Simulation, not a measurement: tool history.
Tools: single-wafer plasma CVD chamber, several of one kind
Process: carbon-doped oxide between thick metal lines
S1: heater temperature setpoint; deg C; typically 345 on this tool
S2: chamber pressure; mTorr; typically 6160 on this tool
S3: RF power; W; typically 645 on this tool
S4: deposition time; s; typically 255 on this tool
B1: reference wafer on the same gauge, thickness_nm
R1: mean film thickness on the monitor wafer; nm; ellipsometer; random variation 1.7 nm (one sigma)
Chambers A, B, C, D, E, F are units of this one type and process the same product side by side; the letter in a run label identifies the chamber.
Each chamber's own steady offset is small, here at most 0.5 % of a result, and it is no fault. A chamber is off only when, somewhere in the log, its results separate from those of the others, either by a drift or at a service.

{"run": "1B", "day": 0.162, "S1": 345, "S2": 6160, "S3": 645, "S4": 255, "B1": 1630.1, "R1": 1560.7}
{"run": "2E", "day": 0.292, "S1": 345, "S2": 6160, "S3": 645, "S4": 255, "B1": 1629.5, "R1": 1551.1}
{"run": "3C", "day": 0.479, "S1": 345, "S2": 6160, "S3": 645, "S4": 255, "B1": 1629.8, "R1": 1556.9}
{"run": "4A", "day": 0.608, "S1": 345, "S2": 6160, "S3": 645, "S4": 255, "B1": 1629.8, "R1": 1554.7}
{"run": "5F", "day": 0.788, "S1": 345, "S2": 6160, "S3": 645, "S4": 255, "B1": 1628.8, "R1": 1556.1}
{"run": "6D", "day": 0.933, "S1": 345, "S2": 6160, "S3": 645, "S4": 255, "B1": 1629.4, "R1": 1558}
{"run": "7F", "day": 1.071, "S1": 345, "S2": 6160, "S3": 645, "S4": 255, "B1": 1628.7, "R1": 1557.9}
{"run": "8E", "day": 1.212, "S1": 345, "S2": 6160, "S3": 645, "S4": 255, "B1": 1628.9, "R1": 1551.5}
{"run": "9C", "day": 1.4, "S1": 345, "S2": 6160, "S3": 645, "S4": 255, "B1": 1628.4, "R1": 1556.9}
{"run": "10D", "day": 1.583, "S1": 345, "S2": 6160, "S3": 645, "S4": 255, "B1": 1628.3, "R1": 1556.7}
{"run": "11A", "day": 1.717, "S1": 345, "S2": 6160, "S3": 755, "S4": 285, "B1": 1628.4, "R1": 1899.7}
{"run": "12B", "day": 1.892, "S1": 345, "S2": 6160, "S3": 755, "S4": 285, "B1": 1628.3, "R1": 1910.8}
{"run": "13B", "day": 2.1, "S1": 345, "S2": 6160, "S3": 755, "S4": 285, "B1": 1627.8, "R1": 1912.1}
{"run": "14C", "day": 2.262, "S1": 345, "S2": 6160, "S3": 755, "S4": 285, "B1": 1627.5, "R1": 1909.9}
{"run": "15F", "day": 2.496, "S1": 345, "S2": 6160, "S3": 755, "S4": 285, "B1": 1627.3, "R1": 1904.4}
{"run": "16A", "day": 2.717, "S1": 345, "S2": 6160, "S3": 755, "S4": 285, "B1": 1627.2, "R1": 1903}
{"run": "17D", "day": 2.825, "S1": 345, "S2": 6160, "S3": 645, "S4": 255, "B1": 1627.1, "R1": 1556.8}
{"run": "18E", "day": 3.042, "S1": 345, "S2": 6160, "S3": 645, "S4": 255, "B1": 1626.8, "R1": 1548.9}
{"run": "19B", "day": 3.275, "S1": 345, "S2": 6160, "S3": 645, "S4": 255, "B1": 1626.3, "R1": 1559.3}
{"run": "20F", "day": 3.429, "S1": 345, "S2": 6160, "S3": 645, "S4": 255, "B1": 1626.4, "R1": 1555.9}
{"run": "21D", "day": 3.542, "S1": 345, "S2": 6160, "S3": 645, "S4": 255, "B1": 1626.1, "R1": 1554.9}
{"run": "22A", "day": 3.688, "S1": 345, "S2": 6160, "S3": 645, "S4": 255, "B1": 1625.7, "R1": 1551.9}
{"run": "23E", "day": 3.908, "S1": 345, "S2": 6160, "S3": 645, "S4": 255, "B1": 1625.7, "R1": 1549.4}
{"run": "24C", "day": 4.096, "S1": 345, "S2": 6160, "S3": 645, "S4": 255, "B1": 1626, "R1": 1551.7}
{"run": "25F", "day": 4.204, "S1": 345, "S2": 6160, "S3": 645, "S4": 255, "B1": 1625.6, "R1": 1551.5}
{"run": "26D", "day": 4.429, "S1": 345, "S2": 6160, "S3": 645, "S4": 255, "B1": 1625.1, "R1": 1557.5}
{"run": "27B", "day": 4.604, "S1": 345, "S2": 6160, "S3": 645, "S4": 255, "B1": 1624.7, "R1": 1557.2}
{"run": "28C", "day": 4.738, "S1": 345, "S2": 6160, "S3": 590, "S4": 255, "B1": 1624.5, "R1": 1469.3}
{"run": "29A", "day": 4.871, "S1": 345, "S2": 6160, "S3": 590, "S4": 255, "B1": 1625.4, "R1": 1468.7}
{"run": "30E", "day": 5.025, "S1": 345, "S2": 6160, "S3": 590, "S4": 255, "B1": 1624.9, "R1": 1466}
{"run": "31C", "day": 5.142, "S1": 345, "S2": 6160, "S3": 590, "S4": 255, "B1": 1624.3, "R1": 1471.3}
{"run": "32F", "day": 5.271, "S1": 345, "S2": 6160, "S3": 590, "S4": 255, "B1": 1624.2, "R1": 1474.1}
{"run": "33E", "day": 5.5, "S1": 345, "S2": 6160, "S3": 590, "S4": 255, "B1": 1623.5, "R1": 1466.9}
{"run": "34B", "day": 5.738, "S1": 345, "S2": 6160, "S3": 645, "S4": 255, "B1": 1623.9, "R1": 1558.9}
{"run": "35A", "day": 5.912, "S1": 345, "S2": 6160, "S3": 645, "S4": 255, "B1": 1623.5, "R1": 1552.4}
{"run": "36D", "day": 6.138, "S1": 345, "S2": 6160, "S3": 645, "S4": 255, "B1": 1623.1, "R1": 1553.9}
{"run": "37F", "day": 6.312, "S1": 345, "S2": 6160, "S3": 645, "S4": 255, "B1": 1623.3, "R1": 1552.1}
{"run": "38D", "day": 6.425, "S1": 345, "S2": 6160, "S3": 645, "S4": 255, "B1": 1622.9, "R1": 1554.2}

Predict what each chamber gives when all 6 of them run the settings below next.
{"run": "39A", "day": 6.6, "S1": 345, "S2": 6160, "S3": 755, "S4": 255, "R1": "?"}
{"run": "39B", "day": 6.6, "S1": 345, "S2": 6160, "S3": 755, "S4": 255, "R1": "?"}
{"run": "39C", "day": 6.6, "S1": 345, "S2": 6160, "S3": 755, "S4": 255, "R1": "?"}
{"run": "39D", "day": 6.6, "S1": 345, "S2": 6160, "S3": 755, "S4": 255, "R1": "?"}
{"run": "39E", "day": 6.6, "S1": 345, "S2": 6160, "S3": 755, "S4": 255, "R1": "?"}
{"run": "39F", "day": 6.6, "S1": 345, "S2": 6160, "S3": 755, "S4": 255, "R1": "?"}

run=39A R1=1695.4
run=39B R1=1708.7
run=39C R1=1701.1
run=39D R1=1700.8
run=39E R1=1695.1
run=39F R1=1698.8
